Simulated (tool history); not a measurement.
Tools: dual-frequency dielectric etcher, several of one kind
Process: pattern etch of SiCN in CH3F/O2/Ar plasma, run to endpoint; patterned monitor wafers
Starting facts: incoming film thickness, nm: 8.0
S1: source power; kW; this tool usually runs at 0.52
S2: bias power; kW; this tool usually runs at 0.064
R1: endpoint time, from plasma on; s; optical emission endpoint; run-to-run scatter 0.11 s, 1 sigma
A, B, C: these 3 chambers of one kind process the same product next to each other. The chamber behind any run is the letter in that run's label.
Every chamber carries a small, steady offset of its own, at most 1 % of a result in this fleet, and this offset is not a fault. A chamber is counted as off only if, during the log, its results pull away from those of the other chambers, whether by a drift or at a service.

run	hour	S1	S2	R1
1B	5	0.52	0.064	19.996
2A	13	0.52	0.064	20.106
3C	23.1	0.52	0.064	20.14
4A	29.7	0.52	0.064	20.124
5B	37.9	0.52	0.076	18.977
6C	47.6	0.52	0.076	18.83
7B	55	0.52	0.076	18.776
8A	61.9	0.52	0.064	19.993
9C	68.6	0.52	0.064	20.096
10A	74.3	0.52	0.064	19.993
# hour 81.8: chamber B: wet clean of the chamber
11C	84.5	0.52	0.064	19.863
12B	89.7	0.52	0.064	19.694
13A	99.9	0.39	0.064	22.228
14B	104.7	0.39	0.064	22.265
15C	112.1	0.39	0.064	22.446
16B	122.6	0.52	0.064	19.998
# hour 124.5: chamber C: wet clean of the chamber
17C	128.9	0.52	0.064	20.018
18A	137.4	0.52	0.064	19.778
19B	144.7	0.52	0.064	20.046
20C	152.3	0.61	0.049	20.348
21A	160.1	0.61	0.049	20.16
# hour 168.2: chamber B: source power generator calibrated
22B	168.7	0.61	0.049	20.446
23A	179.5	0.52	0.064	19.589
24C	190.1	0.52	0.064	20.101
25C	195	0.52	0.064	19.954
26B	200.5	0.52	0.064	19.968
27A	207.2	0.52	0.064	19.623
28B	213.6	0.52	0.064	19.877
29A	223.5	0.52	0.064	19.529
30C	228.5	0.52	0.064	19.832
31B	237.9	0.52	0.064	19.992
32C	243.6	0.52	0.064	19.997
33A	252.6	0.52	0.064	19.525
34A	258.6	0.52	0.064	19.455
35C	266.1	0.52	0.064	19.983
36B	275	0.52	0.064	19.936
37B	284.1	0.52	0.064	20.168
38A	290.6	0.52	0.064	19.337
39C	300.5	0.52	0.064	19.899
40B	310.6	0.52	0.064	19.911
41A	316.9	0.52	0.064	19.118

For the next run the whole fleet of 3 chambers uses the same settings. Give each chamber's results:
42A	324.8	0.52	0.064	?
42B	324.8	0.52	0.064	?
42C	324.8	0.52	0.064	?

run	R1
42A	19.229
42B	19.851
42C	20.147
